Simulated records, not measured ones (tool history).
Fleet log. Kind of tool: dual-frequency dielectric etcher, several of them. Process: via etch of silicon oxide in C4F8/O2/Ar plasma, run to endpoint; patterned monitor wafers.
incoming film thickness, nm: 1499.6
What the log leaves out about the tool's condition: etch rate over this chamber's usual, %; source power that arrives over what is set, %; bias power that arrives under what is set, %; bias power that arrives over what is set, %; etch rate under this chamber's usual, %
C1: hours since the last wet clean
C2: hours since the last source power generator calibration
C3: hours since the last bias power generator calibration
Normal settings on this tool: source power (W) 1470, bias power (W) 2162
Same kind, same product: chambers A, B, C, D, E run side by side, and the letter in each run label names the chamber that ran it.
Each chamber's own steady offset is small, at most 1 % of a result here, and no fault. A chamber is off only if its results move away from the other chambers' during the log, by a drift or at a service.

run 1D day=0.296 | source_power_(W)=1470 bias_power_(W)=2162 | C1=178.5 C2=2274.4 C3=1069 | endpoint_time_(s)=325.39
run 2B day=0.562 | source_power_(W)=1470 bias_power_(W)=2162 | C1=300.9 C2=4060.8 C3=144.6 | endpoint_time_(s)=322.88
run 3E day=0.796 | source_power_(W)=1470 bias_power_(W)=2162 | C1=297 C2=23.7 C3=144 | endpoint_time_(s)=323.06
run 4A day=1.017 | source_power_(W)=1470 bias_power_(W)=2162 | C1=233.4 C2=864.1 C3=2126.4 | endpoint_time_(s)=324.05
run 5C day=1.333 | source_power_(W)=1470 bias_power_(W)=2162 | C1=374.3 C2=4512 C3=35.3 | endpoint_time_(s)=324.35
run 6E day=1.65 | source_power_(W)=1470 bias_power_(W)=2162 | C1=317.5 C2=44.2 C3=164.5 | endpoint_time_(s)=321.32
run 7A day=1.883 | source_power_(W)=1470 bias_power_(W)=2162 | C1=254.2 C2=884.9 C3=2147.2 | endpoint_time_(s)=325.56
run 8B day=2.1 | source_power_(W)=1470 bias_power_(W)=2162 | C1=337.8 C2=4097.7 C3=181.5 | endpoint_time_(s)=326.63
-- day=2.288 chamber C: wet clean of the chamber
run 9C day=2.342 | source_power_(W)=1470 bias_power_(W)=2162 | C1=1.4 C2=4536.2 C3=59.5 | endpoint_time_(s)=328.5
run 10D day=2.583 | source_power_(W)=1470 bias_power_(W)=2162 | C1=233.4 C2=2329.3 C3=1123.9 | endpoint_time_(s)=325.54
run 11C day=2.817 | source_power_(W)=1470 bias_power_(W)=2162 | C1=12.8 C2=4547.6 C3=70.9 | endpoint_time_(s)=319.31
run 12B day=3.067 | source_power_(W)=1470 bias_power_(W)=2162 | C1=361 C2=4120.9 C3=204.7 | endpoint_time_(s)=324.12
run 13D day=3.317 | source_power_(W)=1470 bias_power_(W)=2162 | C1=251 C2=2346.9 C3=1141.5 | endpoint_time_(s)=327.19
-- day=3.325 chamber D: source power generator calibrated
run 14A day=3.496 | source_power_(W)=1470 bias_power_(W)=2162 | C1=292.9 C2=923.6 C3=2185.9 | endpoint_time_(s)=330.2
run 15E day=3.829 | source_power_(W)=1470 bias_power_(W)=2162 | C1=369.8 C2=96.5 C3=216.8 | endpoint_time_(s)=323.27
run 16D day=4.158 | source_power_(W)=1470 bias_power_(W)=2162 | C1=271.2 C2=20 C3=1161.7 | endpoint_time_(s)=326.25
run 17C day=4.325 | source_power_(W)=1470 bias_power_(W)=2162 | C1=49 C2=4583.8 C3=107.1 | endpoint_time_(s)=321.06
run 18A day=4.6 | source_power_(W)=1470 bias_power_(W)=2162 | C1=319.4 C2=950.1 C3=2212.4 | endpoint_time_(s)=323.41
run 19E day=4.904 | source_power_(W)=1470 bias_power_(W)=2162 | C1=395.6 C2=122.3 C3=242.6 | endpoint_time_(s)=327.27
run 20B day=5.229 | source_power_(W)=1470 bias_power_(W)=2162 | C1=412.9 C2=4172.8 C3=256.6 | endpoint_time_(s)=329.97
run 21D day=5.388 | source_power_(W)=1470 bias_power_(W)=2162 | C1=300.7 C2=49.5 C3=1191.2 | endpoint_time_(s)=325.51
run 22E day=5.679 | source_power_(W)=1470 bias_power_(W)=2162 | C1=414.2 C2=140.9 C3=261.2 | endpoint_time_(s)=324.9
run 23A day=5.871 | source_power_(W)=1470 bias_power_(W)=2162 | C1=349.9 C2=980.6 C3=2242.9 | endpoint_time_(s)=327.99
run 24C day=6.071 | source_power_(W)=1470 bias_power_(W)=2162 | C1=90.9 C2=4625.7 C3=149 | endpoint_time_(s)=325.52
run 25B day=6.225 | source_power_(W)=1470 bias_power_(W)=2162 | C1=436.8 C2=4196.7 C3=280.5 | endpoint_time_(s)=331.34
run 26C day=6.479 | source_power_(W)=1470 bias_power_(W)=2162 | C1=100.7 C2=4635.5 C3=158.8 | endpoint_time_(s)=320.98
run 27B day=6.808 | source_power_(W)=1470 bias_power_(W)=2162 | C1=450.8 C2=4210.7 C3=294.5 | endpoint_time_(s)=327.59
run 28A day=6.983 | source_power_(W)=1470 bias_power_(W)=2162 | C1=376.6 C2=1007.3 C3=2269.6 | endpoint_time_(s)=326.84
-- day=7.017 chamber C: source power generator calibrated
run 29E day=7.2 | source_power_(W)=1470 bias_power_(W)=2162 | C1=450.7 C2=177.4 C3=297.7 | endpoint_time_(s)=321.69
run 30D day=7.425 | source_power_(W)=1470 bias_power_(W)=2162 | C1=349.6 C2=98.4 C3=1240.1 | endpoint_time_(s)=327.45
run 31A day=7.65 | source_power_(W)=1470 bias_power_(W)=2162 | C1=392.6 C2=1023.3 C3=2285.6 | endpoint_time_(s)=325.75
run 32C day=7.929 | source_power_(W)=1470 bias_power_(W)=2162 | C1=135.5 C2=21.9 C3=193.6 | endpoint_time_(s)=324.73
run 33D day=8.092 | source_power_(W)=1470 bias_power_(W)=2162 | C1=365.6 C2=114.4 C3=1256.1 | endpoint_time_(s)=324.25
run 34B day=8.429 | source_power_(W)=1470 bias_power_(W)=2162 | C1=489.7 C2=4249.6 C3=333.4 | endpoint_time_(s)=329.59
run 35E day=8.629 | source_power_(W)=1470 bias_power_(W)=2162 | C1=485 C2=211.7 C3=332 | endpoint_time_(s)=323.31
-- day=8.767 chamber E: wet clean of the chamber
run 36A day=8.838 | source_power_(W)=1470 bias_power_(W)=2162 | C1=421.1 C2=1051.8 C3=2314.1 | endpoint_time_(s)=328.49
run 37E day=9.012 | source_power_(W)=1470 bias_power_(W)=2162 | C1=6 C2=220.9 C3=341.2 | endpoint_time_(s)=324.06
run 38B day=9.3 | source_power_(W)=1610 bias_power_(W)=2162 | C1=510.6 C2=4270.5 C3=354.3 | endpoint_time_(s)=310.19
run 39C day=9.562 | source_power_(W)=1610 bias_power_(W)=2162 | C1=174.7 C2=61.1 C3=232.8 | endpoint_time_(s)=315.21

For the next run the whole fleet of 5 chambers uses the same settings. Give each chamber's results:
run 40A day=9.817 | source_power_(W)=1470 bias_power_(W)=2162 | endpoint_time_(s)=?
run 40B day=9.817 | source_power_(W)=1470 bias_power_(W)=2162 | endpoint_time_(s)=?
run 40C day=9.817 | source_power_(W)=1470 bias_power_(W)=2162 | endpoint_time_(s)=?
run 40D day=9.817 | source_power_(W)=1470 bias_power_(W)=2162 | endpoint_time_(s)=?
run 40E day=9.817 | source_power_(W)=1470 bias_power_(W)=2162 | endpoint_time_(s)=?

run=40A endpoint_time_(s)=327.43
run=40B endpoint_time_(s)=326.33
run=40C endpoint_time_(s)=326.56
run=40D endpoint_time_(s)=326.11
run=40E endpoint_time_(s)=324.5
